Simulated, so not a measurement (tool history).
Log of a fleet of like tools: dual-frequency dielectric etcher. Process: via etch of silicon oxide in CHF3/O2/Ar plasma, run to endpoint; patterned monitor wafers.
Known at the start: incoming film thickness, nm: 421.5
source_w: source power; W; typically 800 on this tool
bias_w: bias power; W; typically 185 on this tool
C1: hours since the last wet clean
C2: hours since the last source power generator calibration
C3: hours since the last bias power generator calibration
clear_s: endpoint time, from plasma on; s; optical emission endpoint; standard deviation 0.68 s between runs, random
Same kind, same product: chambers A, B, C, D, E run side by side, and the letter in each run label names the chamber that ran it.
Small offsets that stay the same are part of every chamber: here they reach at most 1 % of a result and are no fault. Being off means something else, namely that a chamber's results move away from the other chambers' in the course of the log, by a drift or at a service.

run 1C day=0.625 | source_w=800 bias_w=185 | C1=149.2 C2=3501.5 C3=1405.4 | clear_s=188.82
run 2A day=1.075 | source_w=800 bias_w=185 | C1=369.9 C2=275.8 C3=803.5 | clear_s=191.06
run 3D day=1.554 | source_w=800 bias_w=185 | C1=117.8 C2=1227.7 C3=682.4 | clear_s=190.11
run 4B day=2.092 | source_w=800 bias_w=185 | C1=331.8 C2=3200.4 C3=1019.5 | clear_s=190.36
run 5E day=2.683 | source_w=800 bias_w=185 | C1=205.3 C2=650.6 C3=942.5 | clear_s=189.76
run 6C day=3.221 | source_w=600 bias_w=170 | C1=211.5 C2=3563.8 C3=1467.7 | clear_s=215.35
run 7D day=3.517 | source_w=600 bias_w=170 | C1=164.9 C2=1274.8 C3=729.5 | clear_s=219.15
run 8B day=4.154 | source_w=600 bias_w=170 | C1=381.3 C2=3249.9 C3=1069.0 | clear_s=219.07
run 9A day=4.600 | source_w=600 bias_w=170 | C1=454.5 C2=360.4 C3=888.1 | clear_s=218.96
run 10E day=5.204 | source_w=600 bias_w=170 | C1=265.8 C2=711.1 C3=1003.0 | clear_s=217.10
run 11E day=5.846 | source_w=800 bias_w=185 | C1=281.2 C2=726.5 C3=1018.4 | clear_s=187.99
run 12C day=6.300 | source_w=710 bias_w=141 | C1=285.4 C2=3637.7 C3=1541.6 | clear_s=215.91
run 13B day=6.758 | source_w=710 bias_w=141 | C1=443.8 C2=3312.4 C3=1131.5 | clear_s=217.53
run 14A day=7.392 | source_w=710 bias_w=141 | C1=521.5 C2=427.4 C3=955.1 | clear_s=217.26
run 15D day=8.008 | source_w=710 bias_w=141 | C1=272.7 C2=1382.6 C3=837.3 | clear_s=217.33
run 16B day=8.483 | source_w=710 bias_w=141 | C1=485.2 C2=3353.8 C3=1172.9 | clear_s=217.59
-- day=8.717 chamber A: wet clean of the chamber
-- day=9.071 chamber E: wet clean of the chamber
run 17D day=9.117 | source_w=800 bias_w=185 | C1=299.3 C2=1409.2 C3=863.9 | clear_s=189.13
run 18E day=9.442 | source_w=800 bias_w=185 | C1=9.0 C2=812.8 C3=1104.7 | clear_s=188.90
run 19C day=9.950 | source_w=800 bias_w=185 | C1=373.0 C2=3725.3 C3=1629.2 | clear_s=190.24
run 20A day=10.283 | source_w=800 bias_w=185 | C1=37.7 C2=496.8 C3=1024.5 | clear_s=189.08
run 21A day=10.596 | source_w=990 bias_w=170 | C1=45.2 C2=504.3 C3=1032.0 | clear_s=179.20
run 22B day=10.933 | source_w=990 bias_w=170 | C1=544.0 C2=3412.6 C3=1231.7 | clear_s=179.75
run 23E day=11.400 | source_w=990 bias_w=170 | C1=56.0 C2=859.8 C3=1151.7 | clear_s=178.71
-- day=11.646 chamber C: source power generator calibrated
run 24D day=11.854 | source_w=990 bias_w=170 | C1=365.0 C2=1474.9 C3=929.6 | clear_s=178.21
run 25C day=12.196 | source_w=990 bias_w=170 | C1=426.9 C2=13.3 C3=1683.1 | clear_s=179.28
run 26C day=12.642 | source_w=800 bias_w=185 | C1=437.6 C2=24.0 C3=1693.8 | clear_s=189.46
-- day=12.992 chamber C: wet clean of the chamber
run 27D day=13.104 | source_w=800 bias_w=185 | C1=395.0 C2=1504.9 C3=959.6 | clear_s=188.66
run 28B day=13.517 | source_w=800 bias_w=185 | C1=606.0 C2=3474.6 C3=1293.7 | clear_s=188.46
run 29A day=14.075 | source_w=800 bias_w=185 | C1=128.7 C2=587.8 C3=1115.5 | clear_s=190.63
-- day=14.329 chamber B: wet clean of the chamber
run 30E day=14.412 | source_w=800 bias_w=185 | C1=128.3 C2=932.1 C3=1224.0 | clear_s=189.14
-- day=14.479 chamber B: source power generator calibrated
run 31B day=15.050 | source_w=690 bias_w=157 | C1=17.3 C2=13.8 C3=1330.5 | clear_s=211.51
run 32D day=15.462 | source_w=690 bias_w=157 | C1=451.6 C2=1561.5 C3=1016.2 | clear_s=210.71
run 33E day=16.012 | source_w=690 bias_w=157 | C1=166.7 C2=970.5 C3=1262.4 | clear_s=210.48
run 34A day=16.629 | source_w=690 bias_w=157 | C1=190.0 C2=649.1 C3=1176.8 | clear_s=213.56
run 35C day=17.242 | source_w=690 bias_w=157 | C1=102.0 C2=134.4 C3=1804.2 | clear_s=213.19
-- day=17.379 chamber B: bias power generator calibrated
run 36B day=17.879 | source_w=800 bias_w=185 | C1=85.2 C2=81.7 C3=12.0 | clear_s=189.49
run 37E day=18.312 | source_w=800 bias_w=185 | C1=221.9 C2=1025.7 C3=1317.6 | clear_s=187.83
run 38A day=18.958 | source_w=800 bias_w=185 | C1=245.9 C2=705.0 C3=1232.7 | clear_s=189.43

Each of the 5 chambers runs these same settings next. Fill in every chamber's results:
run 39A day=19.450 | source_w=670 bias_w=185 | clear_s=?
run 39B day=19.450 | source_w=670 bias_w=185 | clear_s=?
run 39C day=19.450 | source_w=670 bias_w=185 | clear_s=?
run 39D day=19.450 | source_w=670 bias_w=185 | clear_s=?
run 39E day=19.450 | source_w=670 bias_w=185 | clear_s=?

run=39A clear_s=203.32
run=39B clear_s=202.26
run=39C clear_s=202.70
run=39D clear_s=198.88
run=39E clear_s=202.13

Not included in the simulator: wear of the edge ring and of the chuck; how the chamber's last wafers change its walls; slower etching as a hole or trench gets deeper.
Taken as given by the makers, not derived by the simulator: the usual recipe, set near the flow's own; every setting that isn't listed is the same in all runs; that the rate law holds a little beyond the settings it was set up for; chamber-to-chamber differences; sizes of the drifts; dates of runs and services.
